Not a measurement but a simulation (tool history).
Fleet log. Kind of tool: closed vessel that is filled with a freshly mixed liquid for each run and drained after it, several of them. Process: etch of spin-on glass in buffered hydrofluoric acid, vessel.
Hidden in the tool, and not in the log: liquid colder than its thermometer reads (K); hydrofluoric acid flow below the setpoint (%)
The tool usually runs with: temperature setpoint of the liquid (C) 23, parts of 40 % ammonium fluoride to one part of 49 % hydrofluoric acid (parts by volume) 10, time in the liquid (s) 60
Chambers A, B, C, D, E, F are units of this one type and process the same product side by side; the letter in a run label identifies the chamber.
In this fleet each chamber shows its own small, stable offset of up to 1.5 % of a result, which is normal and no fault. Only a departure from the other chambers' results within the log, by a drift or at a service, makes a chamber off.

run   hour  temperature setpoint of the liquid (C)  parts of 40 % ammonium fluoride to one part of 49 % hydrofluoric acid (parts by volume)  time in the liquid (s)  hours since the thermometer was replaced  hours since the hydrofluoric acid flow meter was replaced  read-back film thickness of the spin-on glass reference wafer, read on the same gauge (nm)  thickness taken off the spin-on glass on a monitor wafer (Å)
 1A    4.7                                      23                                                                                       10                      60                                    2204.8                                                      527.1                                                                                      109.96                                                        3358.5
 2C    8.9                                      23                                                                                       10                      60                                     108.6                                                      620.3                                                                                      109.99                                                        3364.5
      10.7  -- chamber E: hydrofluoric acid flow meter replaced
 3F   11.8                                      23                                                                                       10                      60                                     241.5                                                      617.1                                                                                      110.04                                                        3404.3
 4D   17.5                                      23                                                                                       10                      60                                      60.9                                                      112.1                                                                                         110                                                        3336.5
 5B   23.1                                      23                                                                                       10                      60                                    2404.4                                                      810.1                                                                                      110.03                                                        3374.2
 6E     27                                      23                                                                                       10                      60                                     423.7                                                       16.3                                                                                         110                                                        3431.5
 7A   31.3                                      23                                                                                       10                      60                                    2231.4                                                      553.7                                                                                      110.02                                                        3345.9
        33  -- chamber B: thermometer replaced
 8F   33.9                                      23                                                                                       10                      60                                     263.6                                                      639.2                                                                                      110.05                                                        3378.3
 9C   37.6                                      23                                                                                       10                      60                                     137.3                                                        649                                                                                      109.97                                                        3377.1
10B   42.2                                      23                                                                                       10                      60                                       9.2                                                      829.2                                                                                      109.99                                                        3345.4
11D   45.7                                      23                                                                                       10                      60                                      89.1                                                      140.3                                                                                      110.01                                                        3398.9
12E     50                                      23                                                                                       10                      60                                     446.7                                                       39.3                                                                                      109.98                                                          3381
13E   55.3                                      23                                                                                       10                      60                                       452                                                       44.6                                                                                      109.98                                                          3333
14F   59.7                                      23                                                                                       10                      60                                     289.4                                                        665                                                                                      109.98                                                        3372.7
15A   64.8                                      23                                                                                       10                      60                                    2264.9                                                      587.2                                                                                         110                                                        3300.6
16D   68.1                                      23                                                                                       10                      60                                     111.5                                                      162.7                                                                                      109.98                                                        3350.9
17C   72.5                                      23                                                                                       10                      60                                     172.2                                                      683.9                                                                                      110.02                                                        3404.7
18B   77.8                                      23                                                                                       10                      60                                      44.8                                                      864.8                                                                                      110.03                                                        3369.1
19A   80.4                                      23                                                                                       10                      60                                    2280.5                                                      602.8                                                                                      109.96                                                        3260.9
20B     85                                      23                                                                                       10                      60                                        52                                                        872                                                                                      109.98                                                        3394.3
21E   88.4                                      23                                                                                       10                      60                                     485.1                                                       77.7                                                                                      109.98                                                        3430.3
22D   91.3                                      23                                                                                       10                      60                                     134.7                                                      185.9                                                                                      110.01                                                        3329.8
23F     95                                      23                                                                                       10                      60                                     324.7                                                      700.3                                                                                      110.02                                                        3328.9
24C   99.9                                      23                                                                                       10                      60                                     199.6                                                      711.3                                                                                      109.96                                                          3406
25B  105.5                                      23                                                                                       10                      60                                      72.5                                                      892.5                                                                                      109.97                                                        3381.4
26C  110.2                                    26.5                                                                                      8.5                      60                                     209.9                                                      721.6                                                                                      109.99                                                        4675.7
27A  115.2                                    26.5                                                                                      8.5                      60                                    2315.3                                                      637.6                                                                                      110.04                                                        4377.2
28E  117.9                                    26.5                                                                                      8.5                      60                                     514.6                                                      107.2                                                                                      109.97                                                        4631.8
29D  123.2                                    26.5                                                                                      8.5                      60                                     166.6                                                      217.8                                                                                      110.02                                                        4563.2
30F  128.5                                    26.5                                                                                      8.5                      60                                     358.2                                                      733.8                                                                                      109.95                                                        4543.6
31F  133.8                                    26.5                                                                                      8.5                      60                                     363.5                                                      739.1                                                                                      110.01                                                        4605.8
32B  136.9                                      23                                                                                     12.5                      85                                     103.9                                                      923.9                                                                                         110                                                        3826.5
33D  142.1                                      23                                                                                     12.5                      85                                     185.5                                                      236.7                                                                                      109.99                                                        3763.7
34E  145.4                                      23                                                                                     12.5                      85                                     542.1                                                      134.7                                                                                         110                                                        3806.5
35C  148.9                                      23                                                                                     12.5                      85                                     248.6                                                      760.3                                                                                      110.02                                                        3901.5
36A  153.5                                      23                                                                                     12.5                      85                                    2353.6                                                      675.9                                                                                      109.98                                                        3626.4
37F  157.4                                      23                                                                                     12.5                      85                                     387.1                                                      762.7                                                                                      109.99                                                        3861.8

All chambers now run identical settings, listed one chamber a line with results as question marks. What results will each chamber show?
38A  161.6                                      19                                                                                       10                      60                                                                                                                                                                                                                                                              ?
38B  161.6                                      19                                                                                       10                      60                                                                                                                                                                                                                                                              ?
38C  161.6                                      19                                                                                       10                      60                                                                                                                                                                                                                                                              ?
38D  161.6                                      19                                                                                       10                      60                                                                                                                                                                                                                                                              ?
38E  161.6                                      19                                                                                       10                      60                                                                                                                                                                                                                                                              ?
38F  161.6                                      19                                                                                       10                      60                                                                                                                                                                                                                                                              ?

run  thickness taken off the spin-on glass on a monitor wafer (Å)
38A                                                        2549.2
38B                                                        2677.3
38C                                                        2725.4
38D                                                        2676.5
38E                                                        2741.6
38F                                                          2688
